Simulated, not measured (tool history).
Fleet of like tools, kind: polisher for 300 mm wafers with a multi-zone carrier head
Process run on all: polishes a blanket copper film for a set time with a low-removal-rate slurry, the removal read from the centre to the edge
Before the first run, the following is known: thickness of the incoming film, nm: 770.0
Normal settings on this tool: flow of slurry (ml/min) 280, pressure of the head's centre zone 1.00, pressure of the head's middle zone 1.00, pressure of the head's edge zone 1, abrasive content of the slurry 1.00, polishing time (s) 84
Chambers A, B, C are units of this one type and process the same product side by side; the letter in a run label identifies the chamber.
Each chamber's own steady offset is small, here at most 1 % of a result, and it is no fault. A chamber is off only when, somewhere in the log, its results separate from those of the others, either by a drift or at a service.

run,hour,flow of slurry (ml/min),pressure of the head's centre zone,pressure of the head's middle zone,pressure of the head's edge zone,abrasive content of the slurry,polishing time (s),wafers polished on this pad,hours since the slurry nozzle was cleaned,hours since the centre zone pressure was calibrated,hours since the edge zone pressure was calibrated,film removed at the wafer's centre (nm),film removed at mid-radius (nm),film removed at the wafer's edge (nm)
# hour 6.7: chamber A: worn pad replaced by a new one
1C,10.9,280,1.00,1.00,1,1.00,84,805,896.6,301.2,256.3,278.28,278.48,275.92
2B,21.6,280,1.00,1.00,1,1.00,84,911,434.4,142.9,1259.4,282.77,275.76,277.55
# hour 24.0: chamber B: edge zone pressure recalibrated
3A,32.6,280,1.00,1.00,1,1.00,84,307,544.5,192.5,607.2,279.37,272.99,280.58
# hour 36.3: chamber C: worn pad replaced by a new one
# hour 41.6: chamber C: slurry nozzle cleaned
# hour 44.0: chamber B: slurry nozzle cleaned
4A,44.6,280,1.00,1.00,1,1.00,84,449,556.5,204.5,619.2,277.45,274.47,271.46
5B,50.8,280,1.00,1.00,1,1.00,84,1257,6.8,172.1,26.8,274.73,275.40,279.31
6C,61.2,280,1.00,1.00,1,1.00,84,295,19.7,351.5,306.6,280.34,278.02,269.00
7A,71.4,280,1.00,1.00,1,1.00,84,766,583.3,231.3,646.0,279.50,273.08,275.72
# hour 72.8: chamber A: worn pad replaced by a new one
# hour 76.1: chamber B: worn pad replaced by a new one
8B,80.9,280,1.00,1.00,1,1.00,84,57,36.9,202.2,56.9,279.56,277.35,277.97
9C,93.5,280,1.00,1.00,1,1.00,84,677,52.0,383.8,338.9,277.05,278.31,276.72
# hour 100.2: chamber A: slurry nozzle cleaned
10B,102.2,280,1.00,1.00,1,1.00,84,309,58.2,223.5,78.2,278.83,274.34,283.40
11A,114.7,280,1.00,1.00,1,1.00,84,496,14.6,274.6,689.3,278.87,275.24,275.74
12C,122.3,280,1.00,0.93,1,1.00,84,1017,80.8,412.6,367.7,283.26,261.88,276.39
13A,133.9,280,1.00,0.93,1,1.00,84,724,33.8,293.8,708.5,275.52,257.33,278.96
# hour 136.1: chamber C: worn pad replaced by a new one
14B,145.8,280,1.00,0.93,1,1.00,84,825,101.8,267.1,121.8,278.82,260.82,274.75
# hour 146.2: chamber A: worn pad replaced by a new one
15C,156.5,280,1.00,1.00,1,1.00,84,242,115.0,446.8,401.9,277.61,280.82,271.56
16B,169.3,280,1.00,1.00,1,1.00,84,1103,125.3,290.6,145.3,277.03,276.99,280.01
17C,179.3,280,1.00,1.00,1,1.00,84,511,137.8,469.6,424.7,279.26,277.35,282.82
18A,187.9,210,0.95,1.00,1,1.00,84,493,87.8,347.8,762.5,253.09,268.73,266.74
# hour 191.1: chamber B: worn pad replaced by a new one
19A,197.3,210,0.95,1.00,1,1.00,84,605,97.2,357.2,771.9,254.74,268.47,270.30
20C,209.1,210,0.95,1.00,1,1.00,84,864,167.6,499.4,454.5,257.89,271.29,272.51
21B,216.8,280,1.00,1.00,1,1.00,84,304,172.8,338.1,192.8,282.57,277.13,283.06
# hour 220.4: chamber A: worn pad replaced by a new one
# hour 230.0: chamber C: worn pad replaced by a new one
22A,230.0,280,1.00,1.00,1,1.00,84,114,129.9,389.9,804.6,284.90,275.57,274.23
23B,241.2,220,1.00,1.00,1,0.85,84,593,197.2,362.5,217.2,266.02,258.24,264.10
24C,253.9,220,1.00,1.00,1,0.85,84,283,212.4,544.2,499.3,258.50,262.20,260.27
25C,266.3,220,1.00,1.00,1,0.85,84,429,224.8,556.6,511.7,259.71,262.18,259.98
26A,277.5,280,1.00,1.00,1,1.00,84,676,177.4,437.4,852.1,275.94,277.83,284.75
27B,287.7,280,1.00,1.00,1,1.00,84,1143,243.7,409.0,263.7,275.87,272.78,279.81
# hour 292.1: chamber A: worn pad replaced by a new one
28B,298.1,280,1.00,1.00,1,1.00,84,1266,254.1,419.4,274.1,276.11,276.11,277.97
# hour 301.9: chamber B: worn pad replaced by a new one
29C,305.7,280,1.00,1.00,1,1.00,84,895,264.2,596.0,551.1,282.80,280.13,275.90
30A,316.1,335,1.00,1.00,1,1.00,84,283,216.0,476.0,890.7,283.82,283.01,281.59
# hour 319.7: chamber C: worn pad replaced by a new one
31C,323.6,335,1.00,1.00,1,1.00,84,47,282.1,613.9,569.0,284.35,283.57,280.01
32A,331.9,335,1.00,1.00,1,1.00,84,470,231.8,491.8,906.5,289.13,282.79,285.93
33B,344.1,280,1.00,1.00,1,1.00,84,499,300.1,465.4,320.1,276.61,278.75,278.72
34C,350.6,280,1.00,1.00,1,1.00,84,366,309.1,640.9,596.0,280.97,279.79,277.02
35B,358.3,280,1.00,1.00,1,1.00,84,667,314.3,479.6,334.3,278.12,275.95,272.65

Next, all 3 chambers run the settings below, one line each with question marks for the results. What does each chamber give?
36A,367.7,280,1.00,1.00,1,1.00,109,,,,,?,?,?
36B,367.7,280,1.00,1.00,1,1.00,109,,,,,?,?,?
36C,367.7,280,1.00,1.00,1,1.00,109,,,,,?,?,?

run,film removed at the wafer's centre (nm),film removed at mid-radius (nm),film removed at the wafer's edge (nm)
36A,358.61,359.19,360.60
36B,359.64,363.90,365.82
36C,363.49,360.64,362.58
